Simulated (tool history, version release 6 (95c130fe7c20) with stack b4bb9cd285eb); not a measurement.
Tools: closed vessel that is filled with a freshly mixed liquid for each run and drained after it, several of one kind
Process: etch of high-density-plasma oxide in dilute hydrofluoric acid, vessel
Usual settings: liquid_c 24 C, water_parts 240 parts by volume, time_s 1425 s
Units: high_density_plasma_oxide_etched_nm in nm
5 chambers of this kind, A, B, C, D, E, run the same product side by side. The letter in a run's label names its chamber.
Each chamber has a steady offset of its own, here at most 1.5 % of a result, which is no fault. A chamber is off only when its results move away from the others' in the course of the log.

| run | hour | liquid_c | water_parts | time_s | hours since the thermometer was replaced | hours since the hydrofluoric acid flow meter was replaced | read-back film thickness of the high-density-plasma oxide reference wafer, read on the same gauge (nm) | high_density_plasma_oxide_etched_nm |
|---|---|---|---|---|---|---|---|---|
| 1E | 6.9 | 24 | 240 | 1425 | 1203.4 | 1168.8 | 90.028 | 34.11 |
| 2B | 14.5 | 24 | 240 | 1425 | 1116.7 | 1159.1 | 90.005 | 33.846 |
| 3D | 22.6 | 24 | 240 | 1425 | 2194.9 | 1121.8 | 90.009 | 34.372 |
| 4C | 34.4 | 24 | 240 | 1425 | 571 | 1049.6 | 89.993 | 34.616 |
| 5A | 42.5 | 24 | 240 | 1425 | 1782.4 | 541.7 | 90.001 | 34.313 |
| 6B | 51.8 | 24 | 240 | 1425 | 1154 | 1196.4 | 89.997 | 33.921 |
| 7A | 61.7 | 24 | 240 | 1425 | 1801.6 | 560.9 | 90.015 | 34.126 |
| 8C | 67.7 | 24 | 240 | 1425 | 604.3 | 1082.9 | 89.966 | 34.64 |
| 9E | 80 | 24 | 240 | 1425 | 1276.5 | 1241.9 | 90.008 | 34.059 |
|  | 87.1 | chamber A: thermometer replaced |
| 10D | 89.3 | 24 | 240 | 915 | 2261.6 | 1188.5 | 89.988 | 21.876 |
| 11E | 95.1 | 24 | 240 | 915 | 1291.6 | 1257 | 90.003 | 21.963 |
| 12B | 105.8 | 24 | 240 | 915 | 1208 | 1250.4 | 89.976 | 21.584 |
| 13D | 114.4 | 24 | 240 | 915 | 2286.7 | 1213.6 | 89.998 | 22.021 |
| 14A | 123.5 | 24 | 240 | 915 | 36.4 | 622.7 | 90.032 | 21.684 |
| 15C | 130.1 | 24 | 240 | 1425 | 666.7 | 1145.3 | 89.997 | 34.386 |
|  | 138.2 | chamber E: hydrofluoric acid flow meter replaced |
| 16C | 141.8 | 24 | 240 | 1425 | 678.4 | 1157 | 90.002 | 34.533 |
| 17D | 154.2 | 24 | 240 | 1425 | 2326.5 | 1253.4 | 90.006 | 34.113 |
|  | 156.8 | chamber D: thermometer replaced |
|  | 161 | chamber E: thermometer replaced |
| 18A | 164.2 | 24 | 240 | 1425 | 77.1 | 663.4 | 90.01 | 33.388 |
| 19B | 175.6 | 24 | 240 | 1425 | 1277.8 | 1320.2 | 89.969 | 33.596 |
| 20E | 181.6 | 22.5 | 160 | 1425 | 20.7 | 43.5 | 89.982 | 53.374 |
| 21A | 190.1 | 22.5 | 160 | 1425 | 103 | 689.3 | 90.024 | 51.513 |
| 22D | 199.4 | 22.5 | 160 | 1425 | 42.7 | 1298.6 | 89.999 | 53.134 |
| 23E | 208.5 | 22.5 | 160 | 1425 | 47.6 | 70.4 | 90.013 | 53.47 |
| 24C | 214.3 | 22.5 | 160 | 1425 | 750.9 | 1229.5 | 89.98 | 53.417 |
| 25B | 222.6 | 24 | 240 | 1425 | 1324.8 | 1367.2 | 89.998 | 33.91 |
| 26B | 231.3 | 24 | 240 | 1425 | 1333.5 | 1375.9 | 90.004 | 33.667 |
|  | 240.9 | chamber B: thermometer replaced |
| 27C | 244 | 24 | 240 | 1425 | 780.6 | 1259.2 | 89.985 | 34.327 |
| 28D | 250.3 | 24 | 240 | 1425 | 93.6 | 1349.5 | 90.001 | 34.107 |
| 29A | 256.7 | 24 | 240 | 1425 | 169.6 | 755.9 | 89.998 | 32.59 |
| 30E | 269.2 | 21 | 240 | 1425 | 108.3 | 131.1 | 90.001 | 30.702 |
|  | 274.6 | chamber D: hydrofluoric acid flow meter replaced |
| 31A | 278.6 | 21 | 240 | 1425 | 191.5 | 777.8 | 90.054 | 29.399 |
| 32C | 289.1 | 21 | 240 | 1425 | 825.7 | 1304.3 | 90.009 | 31.007 |
| 33B | 301 | 21 | 240 | 1425 | 60.2 | 1445.6 | 90.013 | 30.347 |
| 34E | 308.6 | 21 | 240 | 1425 | 147.7 | 170.5 | 89.98 | 30.663 |
| 35D | 316.8 | 24 | 240 | 1425 | 160.1 | 42.3 | 90.025 | 34.331 |
| 36B | 324.7 | 24 | 240 | 1425 | 83.9 | 1469.3 | 90.032 | 33.543 |

Next, every chamber runs the same settings. What will each give?
| 37A | 334 | 22 | 240 | 1425 |  |  |  | ? |
| 37B | 334 | 22 | 240 | 1425 |  |  |  | ? |
| 37C | 334 | 22 | 240 | 1425 |  |  |  | ? |
| 37D | 334 | 22 | 240 | 1425 |  |  |  | ? |
| 37E | 334 | 22 | 240 | 1425 |  |  |  | ? |

| run | high_density_plasma_oxide_etched_nm |
|---|---|
| 37A | 30.191 |
| 37B | 31.416 |
| 37C | 31.95 |
| 37D | 31.892 |
| 37E | 31.827 |
